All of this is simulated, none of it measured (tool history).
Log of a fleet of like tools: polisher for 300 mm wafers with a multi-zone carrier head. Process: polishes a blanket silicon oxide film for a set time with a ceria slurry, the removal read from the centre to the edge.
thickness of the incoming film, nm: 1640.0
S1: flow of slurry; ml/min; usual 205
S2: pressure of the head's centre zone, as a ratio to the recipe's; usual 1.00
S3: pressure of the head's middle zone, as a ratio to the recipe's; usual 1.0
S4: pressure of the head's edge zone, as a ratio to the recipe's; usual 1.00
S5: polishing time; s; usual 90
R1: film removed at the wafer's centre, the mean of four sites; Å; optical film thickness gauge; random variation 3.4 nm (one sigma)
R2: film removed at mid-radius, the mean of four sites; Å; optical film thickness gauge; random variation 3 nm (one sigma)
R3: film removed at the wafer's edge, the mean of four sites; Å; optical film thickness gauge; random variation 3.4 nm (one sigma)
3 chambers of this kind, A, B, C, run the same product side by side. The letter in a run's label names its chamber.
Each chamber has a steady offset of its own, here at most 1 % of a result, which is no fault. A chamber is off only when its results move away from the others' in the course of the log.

run,hour,S1,S2,S3,S4,S5,R1,R2,R3
1C,10.2,205,1.00,1.0,1.00,90,4576.7,4541.0,4574.7
2B,18.9,205,1.00,1.0,1.00,90,4564.4,4532.9,4573.8
# hour 21.7: chamber C: edge zone pressure recalibrated
3A,28.3,205,1.00,1.0,1.00,90,4550.8,4579.5,4443.6
# hour 32.3: chamber B: worn pad replaced by a new one
4C,35.6,205,1.00,1.0,1.00,90,4555.2,4585.0,4538.9
5B,42.5,205,1.00,1.0,1.00,90,4553.7,4493.8,4562.3
6A,48.1,205,1.00,1.0,1.00,90,4543.9,4492.6,4488.4
7A,53.2,205,1.00,1.0,1.00,90,4595.1,4561.0,4514.4
8C,60.8,205,1.00,1.0,1.00,90,4615.5,4574.0,4526.2
9B,68.8,205,1.00,1.0,1.00,90,4553.9,4496.7,4574.8
# hour 73.4: chamber C: worn pad replaced by a new one
10A,76.4,205,1.00,1.0,1.00,90,4525.7,4604.0,4529.1
11C,81.3,205,1.06,1.1,1.00,90,4881.7,4936.5,4593.2
12B,89.8,205,1.06,1.1,1.00,90,4794.4,4902.6,4476.3
13B,99.3,205,1.06,1.1,1.00,90,4849.0,4913.4,4490.8
14C,105.3,205,1.00,1.0,1.00,90,4566.7,4582.5,4546.0
15A,115.1,275,1.00,1.0,1.00,90,4722.8,4737.5,4635.2
16A,123.3,275,1.00,1.0,1.00,90,4701.2,4710.5,4646.3
17C,128.5,275,1.00,1.0,1.00,90,4754.9,4734.3,4709.5
# hour 128.9: chamber B: centre zone pressure recalibrated
18B,134.3,205,1.00,1.0,1.00,90,4505.8,4522.0,4516.1
19A,143.9,205,1.00,1.0,1.00,90,4492.1,4576.6,4528.7
20C,154.6,205,1.00,1.0,1.00,90,4573.8,4555.9,4533.8
21B,164.5,205,1.00,1.0,1.00,90,4490.3,4569.4,4547.0
22B,171.1,205,0.90,1.0,1.11,90,4035.7,4559.3,4805.5
# hour 173.0: chamber B: worn pad replaced by a new one
23A,176.8,205,0.90,1.0,1.11,90,4047.5,4564.7,4695.1
# hour 181.6: chamber B: edge zone pressure recalibrated
# hour 183.4: chamber A: worn pad replaced by a new one
24C,186.4,205,0.90,1.0,1.11,90,4194.2,4567.7,4769.0
25C,191.5,205,1.00,1.0,1.00,90,4801.7,4608.3,4557.0
26A,196.5,205,1.00,1.0,1.00,90,4601.9,4587.2,4454.2
27B,206.2,205,1.00,1.0,1.00,90,4531.9,4561.8,4560.5
28B,210.9,205,1.00,1.0,1.00,90,4471.2,4494.0,4539.0
29C,217.5,205,1.00,1.0,1.00,90,4868.2,4593.0,4552.8
30A,227.5,205,1.00,1.0,1.00,90,4508.0,4514.0,4525.3
# hour 235.2: chamber A: slurry nozzle cleaned
31C,237.6,205,1.00,1.0,1.00,90,4919.3,4536.2,4561.0
32A,243.9,205,1.00,1.0,1.00,90,4498.5,4562.0,4537.9
33B,251.4,205,1.00,1.0,1.00,90,4594.3,4506.3,4567.1
34A,258.5,205,1.00,1.0,1.00,90,4542.0,4510.1,4565.8
35C,266.1,205,1.00,1.0,1.00,90,4993.6,4569.3,4610.3
# hour 266.4: chamber B: slurry nozzle cleaned
36B,276.5,205,1.00,1.0,1.00,90,4573.5,4545.5,4488.8
37A,283.8,205,1.00,1.0,1.00,90,4485.1,4585.5,4528.4
38C,288.8,205,1.00,1.0,1.00,90,5075.5,4557.1,4523.2

Next, every chamber runs the same settings. What will each give?
39A,296.4,205,1.00,1.0,1.00,90,?,?,?
39B,296.4,205,1.00,1.0,1.00,90,?,?,?
39C,296.4,205,1.00,1.0,1.00,90,?,?,?

run,R1,R2,R3
39A,4557.6,4560.5,4538.1
39B,4569.1,4574.5,4624.4
39C,5048.3,4564.6,4531.3
